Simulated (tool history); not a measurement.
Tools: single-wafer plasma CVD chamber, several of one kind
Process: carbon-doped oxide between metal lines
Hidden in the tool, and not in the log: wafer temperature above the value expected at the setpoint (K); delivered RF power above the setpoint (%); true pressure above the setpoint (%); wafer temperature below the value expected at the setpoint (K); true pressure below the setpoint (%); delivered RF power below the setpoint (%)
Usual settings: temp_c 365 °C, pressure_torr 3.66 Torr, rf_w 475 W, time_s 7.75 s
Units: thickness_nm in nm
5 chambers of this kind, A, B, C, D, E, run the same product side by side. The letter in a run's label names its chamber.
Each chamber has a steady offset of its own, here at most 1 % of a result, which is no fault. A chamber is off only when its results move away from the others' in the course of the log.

run,hour,temp_c,pressure_torr,rf_w,time_s,hours since the last thermocouple change,hours since the last RF generator calibration,hours since the last manometer calibration,"read-back reference wafer on the same gauge, thickness_nm",thickness_nm
1D,4.0,365,3.66,475,7.75,901.5,24.3,900.1,39.560,36.355
2A,6.1,365,3.66,475,7.75,51.4,884.6,520.8,39.612,36.004
3C,8.6,365,3.66,475,7.75,471.1,236.8,2668.8,39.598,36.299
4B,13.0,365,3.66,475,7.75,128.8,531.8,737.9,39.593,36.332
5E,15.0,365,3.66,475,7.75,1157.9,434.8,808.6,39.609,35.892
6A,18.8,365,3.66,475,7.75,64.1,897.3,533.5,39.596,35.981
7E,21.2,365,3.66,475,7.75,1164.1,441.0,814.8,39.645,35.809
8B,24.9,365,4.01,475,7.75,140.7,543.7,749.8,39.616,36.527
9D,27.2,365,4.01,475,7.75,924.7,47.5,923.3,39.566,36.616
10C,30.1,365,4.01,475,7.75,492.6,258.3,2690.3,39.659,36.682
11E,34.0,365,4.01,475,7.75,1176.9,453.8,827.6,39.615,36.089
12C,37.0,365,4.01,475,7.75,499.5,265.2,2697.2,39.592,36.670
13B,41.1,365,3.66,475,7.75,156.9,559.9,766.0,39.576,36.133
14D,44.2,365,3.66,475,7.75,941.7,64.5,940.3,39.608,36.133
15A,47.3,365,3.66,475,7.75,92.6,925.8,562.0,39.575,35.847
16A,51.1,365,3.66,475,7.75,96.4,929.6,565.8,39.626,36.056
17B,55.1,365,3.66,475,7.75,170.9,573.9,780.0,39.572,36.116
18D,59.3,365,3.66,475,7.75,956.8,79.6,955.4,39.648,35.963
19C,62.0,365,3.66,475,7.75,524.5,290.2,2722.2,39.600,36.182
20E,66.4,365,3.66,475,7.75,1209.3,486.2,860.0,39.586,35.788
21C,68.7,365,3.66,475,7.75,531.2,296.9,2728.9,39.625,35.925
22A,72.1,365,3.66,475,7.75,117.4,950.6,586.8,39.607,35.871
23D,75.6,365,3.66,475,7.75,973.1,95.9,971.7,39.569,36.462
24B,79.9,376,2.98,475,7.75,195.7,598.7,804.8,39.647,34.534
25E,84.5,376,2.98,475,7.75,1227.4,504.3,878.1,39.582,33.845
26A,88.2,376,2.98,475,7.75,133.5,966.7,602.9,39.582,34.415
27C,90.7,376,2.98,475,7.75,553.2,318.9,2750.9,39.571,34.532
28E,92.9,376,2.98,475,7.75,1235.8,512.7,886.5,39.557,33.648
29B,95.1,365,3.66,475,7.75,210.9,613.9,820.0,39.603,36.077
30D,98.6,365,3.66,475,7.75,996.1,118.9,994.7,39.598,36.279
31E,101.6,365,3.66,475,7.75,1244.5,521.4,895.2,39.593,35.314
32C,104.3,365,3.66,475,7.75,566.8,332.5,2764.5,39.615,36.244
33D,108.5,365,3.66,475,7.75,1006.0,128.8,1004.6,39.556,36.173
34B,111.9,365,3.66,475,7.75,227.7,630.7,836.8,39.638,36.061
35A,113.9,365,3.66,475,7.75,159.2,992.4,628.6,39.568,36.172
36A,116.9,365,3.66,475,7.75,162.2,995.4,631.6,39.579,35.878
37B,121.3,365,3.66,475,7.75,237.1,640.1,846.2,39.587,35.840

What goes on in this fleet: one chamber off, a drifting gauge, or nothing beyond the chambers' own small offsets? Name the chamber and the cause, if any.

Chamber E drifts away from the others.
Cause: delivered RF power below the setpoint (%) = 4.63.

Here are 4 candidates for chamber E's next run, each the usual settings with a change, their results left as question marks. Which one brings its results back in line with what the others give on the usual settings?
In line means no further than this from the other chambers' mean on the usual settings: thickness_nm 0.570 nm
38E-1,124.6,365,3.67,480,7.75,,,,,?
38E-2,124.6,365,3.66,475,8.04,,,,,?
38E-3,124.6,365,3.66,465,7.56,,,,,?
38E-4,124.6,365,3.66,475,7.68,,,,,?

The other chambers' mean on the usual settings: thickness_nm 36.095 nm
run,thickness_nm
38E-1,35.084
38E-2,36.112
38E-3,33.454
38E-4,34.517
38E-2 brings the chamber back in line.
